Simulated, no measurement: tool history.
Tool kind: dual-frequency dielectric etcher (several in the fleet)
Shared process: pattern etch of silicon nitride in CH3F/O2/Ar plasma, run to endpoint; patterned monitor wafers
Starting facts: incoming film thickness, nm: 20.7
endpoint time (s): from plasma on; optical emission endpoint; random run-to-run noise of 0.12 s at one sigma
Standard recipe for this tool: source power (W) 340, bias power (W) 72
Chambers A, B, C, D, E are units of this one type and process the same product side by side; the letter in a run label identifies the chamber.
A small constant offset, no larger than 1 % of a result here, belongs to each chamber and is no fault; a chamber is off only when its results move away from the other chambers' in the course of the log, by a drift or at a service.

| run | hour | source power (W) | bias power (W) | hours since the last wet clean | hours since the last source power generator calibration | hours since the last bias power generator calibration | endpoint time (s) |
|---|---|---|---|---|---|---|---|
| 1D | 12.2 | 340 | 72 | 102.5 | 131.2 | 1886.9 | 31.525 |
|  | 18 | chamber A: wet clean of the chamber |
| 2E | 19.2 | 340 | 72 | 621.8 | 907.5 | 2083.9 | 31.663 |
| 3A | 31.5 | 340 | 72 | 13.6 | 3284.8 | 1118.3 | 31.732 |
| 4B | 45.5 | 340 | 72 | 311.2 | 2172.1 | 361.5 | 32.052 |
| 5C | 57.1 | 340 | 72 | 255.2 | 3910.8 | 1879.8 | 32.05 |
| 6B | 69.8 | 340 | 72 | 335.5 | 2196.4 | 385.8 | 32.083 |
|  | 74.4 | chamber B: source power generator calibrated |
| 7D | 78.5 | 400 | 86 | 168.8 | 197.5 | 1953.2 | 27.928 |
| 8C | 91.7 | 400 | 86 | 289.8 | 3945.4 | 1914.4 | 28.216 |
|  | 102.8 | chamber C: source power generator calibrated |
| 9E | 105.7 | 400 | 86 | 708.3 | 994 | 2170.4 | 28.062 |
| 10A | 112.3 | 400 | 86 | 94.4 | 3365.6 | 1199.1 | 28.178 |
|  | 114 | chamber E: wet clean of the chamber |
| 11C | 124.8 | 400 | 86 | 322.9 | 22.1 | 1947.5 | 28.276 |
| 12B | 131.8 | 340 | 72 | 397.5 | 57.5 | 447.8 | 31.97 |
| 13E | 142.8 | 340 | 72 | 28.9 | 1031.1 | 2207.5 | 31.658 |
| 14D | 150.6 | 340 | 72 | 240.9 | 269.6 | 2025.3 | 32.132 |
| 15A | 162.1 | 340 | 72 | 144.2 | 3415.4 | 1248.9 | 31.67 |
| 16C | 170.4 | 340 | 72 | 368.5 | 67.7 | 1993.1 | 31.809 |
| 17E | 185.1 | 340 | 72 | 71.2 | 1073.4 | 2249.8 | 31.612 |
| 18D | 195.3 | 340 | 72 | 285.6 | 314.3 | 2070 | 32.374 |
| 19A | 205.7 | 340 | 72 | 187.8 | 3459 | 1292.5 | 31.522 |
| 20B | 216.5 | 340 | 72 | 482.2 | 142.2 | 532.5 | 32.018 |
| 21C | 224.6 | 340 | 72 | 422.7 | 121.9 | 2047.3 | 32.014 |
| 22B | 232.4 | 340 | 72 | 498.1 | 158.1 | 548.4 | 31.83 |
| 23A | 244.8 | 340 | 72 | 226.9 | 3498.1 | 1331.6 | 31.821 |
| 24E | 252 | 340 | 72 | 138.1 | 1140.3 | 2316.7 | 31.709 |
|  | 254.4 | chamber B: wet clean of the chamber |
| 25D | 265 | 340 | 72 | 355.3 | 384 | 2139.7 | 32.627 |
| 26D | 278.5 | 340 | 72 | 368.8 | 397.5 | 2153.2 | 32.584 |
| 27A | 290.4 | 340 | 72 | 272.5 | 3543.7 | 1377.2 | 31.724 |
| 28B | 300.9 | 340 | 72 | 46.6 | 226.6 | 616.9 | 32.041 |
| 29C | 313 | 340 | 72 | 511.1 | 210.3 | 2135.7 | 31.916 |
| 30E | 319.8 | 340 | 72 | 205.9 | 1208.1 | 2384.5 | 31.419 |
| 31A | 332 | 340 | 72 | 314.1 | 3585.3 | 1418.8 | 31.659 |

Does one chamber stand apart from the rest, does the shared gauge drift, or is all well apart from small per-chamber offsets? Give the chamber and the most likely cause, where there is one.

One chamber, D, drifts off from the rest bit by bit.
Most likely cause: etch rate under this chamber's usual, % = 3.56.

Chamber D could run next with any of the 4 candidate recipes listed below; each alters the usual settings, and their results appear as question marks. Which one brings its results back in line with what the other chambers deliver on the usual settings?
In line here means within this much of the mean the other chambers give on the usual settings: endpoint time (s) 0.43
| 32D-1 | 342.9 | 280 | 72 |  |  |  | ? |
| 32D-2 | 342.9 | 360 | 76 |  |  |  | ? |
| 32D-3 | 342.9 | 410 | 72 |  |  |  | ? |
| 32D-4 | 342.9 | 320 | 69 |  |  |  | ? |

The mean the other chambers reach with the usual settings: endpoint time (s) 31.793
| run | endpoint time (s) |
|---|---|
| 32D-1 | 35.418 |
| 32D-2 | 31.663 |
| 32D-3 | 30.726 |
| 32D-4 | 34.204 |
32D-2 is the one that brings the chamber's results back in line with the other chambers.
